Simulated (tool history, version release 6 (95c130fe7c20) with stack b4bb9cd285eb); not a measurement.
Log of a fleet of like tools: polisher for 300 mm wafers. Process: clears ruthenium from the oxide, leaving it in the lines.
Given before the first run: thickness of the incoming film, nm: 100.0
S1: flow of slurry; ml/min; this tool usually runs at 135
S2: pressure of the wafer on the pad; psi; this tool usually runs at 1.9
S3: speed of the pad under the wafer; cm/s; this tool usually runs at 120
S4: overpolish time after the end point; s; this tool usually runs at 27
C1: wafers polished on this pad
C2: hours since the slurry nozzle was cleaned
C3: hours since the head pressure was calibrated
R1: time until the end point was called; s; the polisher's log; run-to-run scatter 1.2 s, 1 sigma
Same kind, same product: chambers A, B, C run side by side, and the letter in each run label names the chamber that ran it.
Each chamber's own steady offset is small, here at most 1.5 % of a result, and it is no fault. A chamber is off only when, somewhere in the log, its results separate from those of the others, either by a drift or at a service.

-- hour=0.6 chamber B: head pressure recalibrated
run 1B hour=7.8 | S1=135 S2=1.9 S3=120 S4=27 | C1=470 C2=575.6 C3=7.3 | R1=79.332
run 2A hour=19.5 | S1=135 S2=1.9 S3=120 S4=27 | C1=603 C2=21.7 C3=1189.6 | R1=78.902
run 3C hour=27.9 | S1=135 S2=1.9 S3=120 S4=27 | C1=185 C2=677.9 C3=154.6 | R1=77.599
run 4A hour=39.1 | S1=135 S2=1.9 S3=120 S4=27 | C1=722 C2=41.3 C3=1209.2 | R1=82.136
run 5B hour=46.1 | S1=135 S2=1.9 S3=120 S4=27 | C1=703 C2=613.9 C3=45.6 | R1=79.724
run 6C hour=57.4 | S1=135 S2=1.9 S3=88 S4=20 | C1=364 C2=707.4 C3=184.1 | R1=109.770
-- hour=59.0 chamber A: head pressure recalibrated
run 7B hour=68.2 | S1=135 S2=1.9 S3=88 S4=20 | C1=838 C2=636.0 C3=67.7 | R1=108.630
run 8C hour=76.1 | S1=135 S2=1.9 S3=88 S4=20 | C1=478 C2=726.1 C3=202.8 | R1=107.230
run 9A hour=83.3 | S1=135 S2=1.9 S3=120 S4=27 | C1=991 C2=85.5 C3=24.4 | R1=79.364
run 10C hour=89.2 | S1=135 S2=1.9 S3=120 S4=27 | C1=558 C2=739.2 C3=215.9 | R1=81.858
-- hour=89.6 chamber B: slurry nozzle cleaned
-- hour=91.5 chamber C: slurry nozzle cleaned
run 11A hour=100.3 | S1=135 S2=1.9 S3=120 S4=27 | C1=1094 C2=102.5 C3=41.4 | R1=80.004
-- hour=101.0 chamber B: worn pad replaced by a new one
run 12B hour=110.2 | S1=135 S2=1.9 S3=120 S4=27 | C1=56 C2=20.7 C3=109.7 | R1=76.942
run 13B hour=118.3 | S1=135 S2=1.9 S3=120 S4=27 | C1=105 C2=28.8 C3=117.8 | R1=80.636
run 14C hour=125.7 | S1=135 S2=1.9 S3=120 S4=27 | C1=780 C2=34.2 C3=252.4 | R1=80.092
run 15A hour=136.9 | S1=135 S2=1.9 S3=120 S4=27 | C1=1317 C2=139.1 C3=78.0 | R1=81.292
run 16A hour=146.2 | S1=135 S2=1.9 S3=120 S4=27 | C1=1374 C2=148.4 C3=87.3 | R1=81.108
run 17C hour=154.9 | S1=135 S2=1.9 S3=120 S4=27 | C1=958 C2=63.4 C3=281.6 | R1=79.106
run 18B hour=162.6 | S1=135 S2=1.9 S3=120 S4=27 | C1=375 C2=73.1 C3=162.1 | R1=79.850
-- hour=169.0 chamber C: worn pad replaced by a new one
run 19C hour=171.8 | S1=135 S2=1.9 S3=120 S4=27 | C1=17 C2=80.3 C3=298.5 | R1=79.168
run 20A hour=182.8 | S1=135 S2=1.9 S3=120 S4=27 | C1=1596 C2=185.0 C3=123.9 | R1=83.642
run 21B hour=192.9 | S1=135 S2=1.9 S3=120 S4=27 | C1=559 C2=103.4 C3=192.4 | R1=81.984
-- hour=199.8 chamber A: slurry nozzle cleaned
run 22A hour=202.0 | S1=135 S2=1.9 S3=120 S4=27 | C1=1713 C2=2.3 C3=143.1 | R1=83.354
run 23B hour=210.5 | S1=135 S2=1.9 S3=120 S4=27 | C1=666 C2=121.0 C3=210.0 | R1=80.124
run 24C hour=222.4 | S1=135 S2=1.9 S3=120 S4=27 | C1=325 C2=130.9 C3=349.1 | R1=78.931
run 25A hour=232.2 | S1=135 S2=1.9 S3=120 S4=27 | C1=1897 C2=32.5 C3=173.3 | R1=83.570
run 26B hour=240.2 | S1=135 S2=1.9 S3=120 S4=35 | C1=847 C2=150.7 C3=239.7 | R1=79.809
run 27C hour=251.4 | S1=135 S2=1.9 S3=120 S4=35 | C1=501 C2=159.9 C3=378.1 | R1=80.478
-- hour=256.1 chamber B: worn pad replaced by a new one
run 28C hour=263.5 | S1=135 S2=1.9 S3=120 S4=35 | C1=575 C2=172.0 C3=390.2 | R1=79.192
run 29B hour=272.1 | S1=135 S2=2.3 S3=120 S4=27 | C1=97 C2=182.6 C3=271.6 | R1=65.805
run 30A hour=283.3 | S1=135 S2=2.3 S3=120 S4=27 | C1=2208 C2=83.6 C3=224.4 | R1=70.207
run 31C hour=296.0 | S1=135 S2=2.3 S3=120 S4=27 | C1=772 C2=204.5 C3=422.7 | R1=65.808
run 32A hour=303.2 | S1=135 S2=1.9 S3=120 S4=27 | C1=2329 C2=103.5 C3=244.3 | R1=84.266
run 33B hour=314.0 | S1=135 S2=1.9 S3=120 S4=27 | C1=352 C2=224.5 C3=313.5 | R1=79.578
run 34A hour=321.0 | S1=135 S2=1.9 S3=120 S4=27 | C1=2437 C2=121.3 C3=262.1 | R1=85.811
run 35B hour=326.8 | S1=135 S2=1.9 S3=120 S4=27 | C1=430 C2=237.3 C3=326.3 | R1=81.348
run 36C hour=335.0 | S1=135 S2=1.9 S3=120 S4=27 | C1=1010 C2=243.5 C3=461.7 | R1=78.772
-- hour=342.6 chamber C: worn pad replaced by a new one
run 37A hour=343.6 | S1=135 S2=1.9 S3=120 S4=27 | C1=2575 C2=143.9 C3=284.7 | R1=86.191
run 38C hour=356.4 | S1=135 S2=1.9 S3=120 S4=27 | C1=84 C2=264.9 C3=483.1 | R1=80.671

Read the log: is a single chamber off, either drifting away or since a service, is the gauge that measures every chamber drifting, or is nothing wrong beyond small per-chamber offsets? Name any odd chamber and what most likely caused it.

It is chamber A that slowly wanders off from its peers.
What lies behind it: removal rate lost through wear of the pad, % = 7.93.
The log may not tell that from: head's pressure below its setpoint, %.

Below are 4 candidate recipes for chamber A's next run, each the usual settings with a change, their results shown as question marks. Which of them brings A's results back in line with what the other chambers give on the usual settings?
To be in line, a result may differ from the other chambers' mean on the usual settings by at most: R1 4.300 s
run 39A-1 hour=366.0 | S1=135 S2=1.7 S3=110 S4=27 | R1=?
run 39A-2 hour=366.0 | S1=135 S2=1.9 S3=130 S4=27 | R1=?
run 39A-3 hour=366.0 | S1=135 S2=1.9 S3=110 S4=27 | R1=?
run 39A-4 hour=366.0 | S1=135 S2=2.1 S3=130 S4=27 | R1=?

Other chambers, usual settings, mean: R1 79.625 s
run=39A-1 R1=106.350
run=39A-2 R1=80.298
run=39A-3 R1=95.137
run=39A-4 R1=72.642
The answer is 39A-2, which returns the chamber to within the allowed miss of the others.
